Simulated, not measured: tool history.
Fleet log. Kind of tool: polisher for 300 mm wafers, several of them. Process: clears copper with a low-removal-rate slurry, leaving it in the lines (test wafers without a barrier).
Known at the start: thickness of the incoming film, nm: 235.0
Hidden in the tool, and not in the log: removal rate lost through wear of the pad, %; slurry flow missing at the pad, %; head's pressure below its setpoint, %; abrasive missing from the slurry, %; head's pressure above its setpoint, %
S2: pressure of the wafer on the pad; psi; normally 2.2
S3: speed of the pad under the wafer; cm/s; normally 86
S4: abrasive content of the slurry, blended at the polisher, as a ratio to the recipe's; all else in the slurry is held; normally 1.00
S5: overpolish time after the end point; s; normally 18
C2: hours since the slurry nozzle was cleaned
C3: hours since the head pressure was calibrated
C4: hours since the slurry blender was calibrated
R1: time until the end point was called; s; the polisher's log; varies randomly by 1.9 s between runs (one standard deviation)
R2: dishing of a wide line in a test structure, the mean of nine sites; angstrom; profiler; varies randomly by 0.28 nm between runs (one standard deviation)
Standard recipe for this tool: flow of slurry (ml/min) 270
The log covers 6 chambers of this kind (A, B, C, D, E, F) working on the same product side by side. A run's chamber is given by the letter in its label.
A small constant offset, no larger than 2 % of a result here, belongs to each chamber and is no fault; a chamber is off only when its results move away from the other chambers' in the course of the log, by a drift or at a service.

run 1C hour=5.3 | flow_of_slurry_(ml/min)=270 S2=2.2 S3=86 S4=1.00 S5=18 | wafers_polished_on_this_pad=263 C2=56.1 C3=1074.4 C4=43.9 | R1=128.510 R2=222.15
run 2A hour=10.3 | flow_of_slurry_(ml/min)=270 S2=2.2 S3=86 S4=1.00 S5=18 | wafers_polished_on_this_pad=789 C2=295.4 C3=274.9 C4=178.0 | R1=127.790 R2=220.61
run 3B hour=13.3 | flow_of_slurry_(ml/min)=270 S2=2.2 S3=86 S4=1.00 S5=18 | wafers_polished_on_this_pad=700 C2=148.0 C3=1306.3 C4=469.4 | R1=125.740 R2=222.60
-- hour=15.5 chamber A: slurry blender recalibrated
run 4D hour=17.5 | flow_of_slurry_(ml/min)=270 S2=2.2 S3=86 S4=1.00 S5=18 | wafers_polished_on_this_pad=611 C2=606.0 C3=513.3 C4=74.5 | R1=125.740 R2=221.38
run 5F hour=23.6 | flow_of_slurry_(ml/min)=270 S2=2.2 S3=86 S4=1.00 S5=27 | wafers_polished_on_this_pad=259 C2=582.9 C3=464.3 C4=86.2 | R1=127.250 R2=310.41
-- hour=28.3 chamber B: slurry blender recalibrated
run 6E hour=29.6 | flow_of_slurry_(ml/min)=270 S2=2.2 S3=86 S4=1.00 S5=27 | wafers_polished_on_this_pad=867 C2=186.1 C3=67.2 C4=36.6 | R1=120.740 R2=296.55
run 7B hour=33.6 | flow_of_slurry_(ml/min)=270 S2=2.2 S3=86 S4=1.00 S5=27 | wafers_polished_on_this_pad=819 C2=168.3 C3=1326.6 C4=5.4 | R1=125.010 R2=298.41
run 8E hour=39.1 | flow_of_slurry_(ml/min)=270 S2=2.2 S3=86 S4=1.00 S5=27 | wafers_polished_on_this_pad=922 C2=195.6 C3=76.7 C4=46.1 | R1=124.590 R2=290.34
-- hour=40.7 chamber B: worn pad replaced by a new one
run 9A hour=44.5 | flow_of_slurry_(ml/min)=270 S2=2.2 S3=86 S4=1.00 S5=27 | wafers_polished_on_this_pad=990 C2=329.6 C3=309.1 C4=29.0 | R1=127.190 R2=307.49
run 10F hour=48.4 | flow_of_slurry_(ml/min)=270 S2=2.2 S3=86 S4=1.00 S5=27 | wafers_polished_on_this_pad=404 C2=607.7 C3=489.1 C4=111.0 | R1=126.020 R2=297.51
-- hour=53.3 chamber C: worn pad replaced by a new one
run 11C hour=54.2 | flow_of_slurry_(ml/min)=270 S2=2.2 S3=86 S4=1.00 S5=18 | wafers_polished_on_this_pad=5 C2=105.0 C3=1123.3 C4=92.8 | R1=131.980 R2=220.82
run 12D hour=60.1 | flow_of_slurry_(ml/min)=270 S2=2.2 S3=86 S4=1.15 S5=18 | wafers_polished_on_this_pad=861 C2=648.6 C3=555.9 C4=117.1 | R1=120.970 R2=225.61
run 13C hour=65.0 | flow_of_slurry_(ml/min)=270 S2=2.2 S3=86 S4=1.15 S5=18 | wafers_polished_on_this_pad=69 C2=115.8 C3=1134.1 C4=103.6 | R1=121.760 R2=230.23
run 14A hour=69.4 | flow_of_slurry_(ml/min)=270 S2=2.2 S3=86 S4=1.15 S5=18 | wafers_polished_on_this_pad=1136 C2=354.5 C3=334.0 C4=53.9 | R1=123.030 R2=226.42
-- hour=70.4 chamber D: slurry nozzle cleaned
run 15F hour=73.9 | flow_of_slurry_(ml/min)=270 S2=2.2 S3=86 S4=1.15 S5=18 | wafers_polished_on_this_pad=554 C2=633.2 C3=514.6 C4=136.5 | R1=124.680 R2=222.87
run 16E hour=77.3 | flow_of_slurry_(ml/min)=270 S2=2.2 S3=86 S4=1.15 S5=18 | wafers_polished_on_this_pad=1147 C2=233.8 C3=114.9 C4=84.3 | R1=124.160 R2=224.53
run 17D hour=81.0 | flow_of_slurry_(ml/min)=270 S2=2.2 S3=86 S4=1.15 S5=18 | wafers_polished_on_this_pad=984 C2=10.7 C3=576.8 C4=138.0 | R1=118.910 R2=226.36
-- hour=83.3 chamber E: worn pad replaced by a new one
run 18B hour=86.8 | flow_of_slurry_(ml/min)=270 S2=2.2 S3=86 S4=1.00 S5=18 | wafers_polished_on_this_pad=270 C2=221.5 C3=1379.8 C4=58.6 | R1=125.460 R2=223.08
-- hour=87.0 chamber A: worn pad replaced by a new one
run 19E hour=91.7 | flow_of_slurry_(ml/min)=270 S2=2.2 S3=86 S4=1.00 S5=18 | wafers_polished_on_this_pad=49 C2=248.2 C3=129.3 C4=98.7 | R1=123.970 R2=213.85
run 20D hour=95.5 | flow_of_slurry_(ml/min)=270 S2=2.2 S3=112 S4=1.00 S5=18 | wafers_polished_on_this_pad=1069 C2=25.2 C3=591.3 C4=152.5 | R1=95.351 R2=276.38
run 21C hour=99.7 | flow_of_slurry_(ml/min)=270 S2=2.2 S3=112 S4=1.00 S5=18 | wafers_polished_on_this_pad=272 C2=150.5 C3=1168.8 C4=138.3 | R1=98.033 R2=273.61
run 22A hour=102.7 | flow_of_slurry_(ml/min)=270 S2=2.2 S3=112 S4=1.00 S5=18 | wafers_polished_on_this_pad=92 C2=387.8 C3=367.3 C4=87.2 | R1=97.785 R2=269.01
-- hour=105.7 chamber D: slurry blender recalibrated
run 23B hour=108.0 | flow_of_slurry_(ml/min)=270 S2=2.2 S3=112 S4=1.00 S5=18 | wafers_polished_on_this_pad=395 C2=242.7 C3=1401.0 C4=79.8 | R1=95.063 R2=277.46
run 24F hour=113.5 | flow_of_slurry_(ml/min)=270 S2=2.2 S3=112 S4=1.00 S5=18 | wafers_polished_on_this_pad=786 C2=672.8 C3=554.2 C4=176.1 | R1=98.153 R2=268.63
run 25F hour=118.1 | flow_of_slurry_(ml/min)=270 S2=2.2 S3=112 S4=1.00 S5=18 | wafers_polished_on_this_pad=813 C2=677.4 C3=558.8 C4=180.7 | R1=98.518 R2=271.87
run 26C hour=121.1 | flow_of_slurry_(ml/min)=345 S2=2.2 S3=86 S4=1.00 S5=18 | wafers_polished_on_this_pad=398 C2=171.9 C3=1190.2 C4=159.7 | R1=127.990 R2=222.55
-- hour=125.8 chamber C: head pressure recalibrated
run 27E hour=127.0 | flow_of_slurry_(ml/min)=345 S2=2.2 S3=86 S4=1.00 S5=18 | wafers_polished_on_this_pad=256 C2=283.5 C3=164.6 C4=134.0 | R1=122.270 R2=222.15
-- hour=128.9 chamber B: slurry nozzle cleaned
run 28B hour=132.4 | flow_of_slurry_(ml/min)=345 S2=2.2 S3=86 S4=1.00 S5=18 | wafers_polished_on_this_pad=538 C2=3.6 C3=1425.4 C4=104.2 | R1=120.700 R2=225.68
run 29D hour=138.1 | flow_of_slurry_(ml/min)=345 S2=2.2 S3=86 S4=1.00 S5=18 | wafers_polished_on_this_pad=1319 C2=67.8 C3=633.9 C4=32.5 | R1=122.740 R2=227.13
run 30A hour=143.2 | flow_of_slurry_(ml/min)=345 S2=2.2 S3=86 S4=1.00 S5=18 | wafers_polished_on_this_pad=329 C2=428.3 C3=407.8 C4=127.7 | R1=125.190 R2=227.46
-- hour=148.1 chamber C: worn pad replaced by a new one
run 31B hour=149.0 | flow_of_slurry_(ml/min)=345 S2=2.2 S3=86 S4=1.00 S5=18 | wafers_polished_on_this_pad=635 C2=20.2 C3=1442.0 C4=120.8 | R1=119.550 R2=227.87
-- hour=153.7 chamber E: slurry blender recalibrated
run 32C hour=154.1 | flow_of_slurry_(ml/min)=345 S2=1.7 S3=86 S4=1.00 S5=18 | wafers_polished_on_this_pad=35 C2=204.9 C3=28.3 C4=192.7 | R1=163.390 R2=176.23
run 33A hour=157.7 | flow_of_slurry_(ml/min)=345 S2=1.7 S3=86 S4=1.00 S5=18 | wafers_polished_on_this_pad=414 C2=442.8 C3=422.3 C4=142.2 | R1=162.090 R2=180.95
run 34F hour=161.6 | flow_of_slurry_(ml/min)=345 S2=1.7 S3=86 S4=1.00 S5=18 | wafers_polished_on_this_pad=1069 C2=720.9 C3=602.3 C4=224.2 | R1=159.480 R2=175.60
run 35D hour=164.9 | flow_of_slurry_(ml/min)=345 S2=1.7 S3=86 S4=1.00 S5=18 | wafers_polished_on_this_pad=1476 C2=94.6 C3=660.7 C4=59.3 | R1=160.350 R2=179.41
run 36E hour=170.8 | flow_of_slurry_(ml/min)=345 S2=1.7 S3=86 S4=1.00 S5=18 | wafers_polished_on_this_pad=513 C2=327.3 C3=208.4 C4=17.1 | R1=157.290 R2=178.37
run 37A hour=177.4 | flow_of_slurry_(ml/min)=345 S2=1.7 S3=86 S4=1.00 S5=18 | wafers_polished_on_this_pad=530 C2=462.5 C3=442.0 C4=161.9 | R1=161.730 R2=181.49
-- hour=178.7 chamber B: worn pad replaced by a new one
-- hour=181.7 chamber D: worn pad replaced by a new one
run 38C hour=183.8 | flow_of_slurry_(ml/min)=270 S2=2.2 S3=86 S4=1.00 S5=18 | wafers_polished_on_this_pad=209 C2=234.6 C3=58.0 C4=222.4 | R1=129.450 R2=217.67
run 39D hour=189.9 | flow_of_slurry_(ml/min)=270 S2=2.2 S3=86 S4=1.00 S5=18 | wafers_polished_on_this_pad=48 C2=119.6 C3=685.7 C4=84.3 | R1=123.630 R2=224.44
run 40F hour=194.8 | flow_of_slurry_(ml/min)=270 S2=2.2 S3=86 S4=1.00 S5=18 | wafers_polished_on_this_pad=1263 C2=754.1 C3=635.5 C4=257.4 | R1=128.290 R2=215.86
run 41E hour=199.1 | flow_of_slurry_(ml/min)=270 S2=2.2 S3=86 S4=1.00 S5=18 | wafers_polished_on_this_pad=679 C2=355.6 C3=236.7 C4=45.4 | R1=122.840 R2=215.78
run 42B hour=202.2 | flow_of_slurry_(ml/min)=270 S2=2.2 S3=86 S4=1.00 S5=18 | wafers_polished_on_this_pad=138 C2=73.4 C3=1495.2 C4=174.0 | R1=123.270 R2=219.44
run 43A hour=206.2 | flow_of_slurry_(ml/min)=270 S2=2.2 S3=86 S4=1.00 S5=18 | wafers_polished_on_this_pad=699 C2=491.3 C3=470.8 C4=190.7 | R1=126.900 R2=221.73

Does one chamber stand apart from the rest, does the shared gauge drift, or is all well apart from small per-chamber offsets? Give the chamber and the most likely cause, where there is one.

No chamber is off and the gauge is stable; the differences are just each chamber's small, constant offset.

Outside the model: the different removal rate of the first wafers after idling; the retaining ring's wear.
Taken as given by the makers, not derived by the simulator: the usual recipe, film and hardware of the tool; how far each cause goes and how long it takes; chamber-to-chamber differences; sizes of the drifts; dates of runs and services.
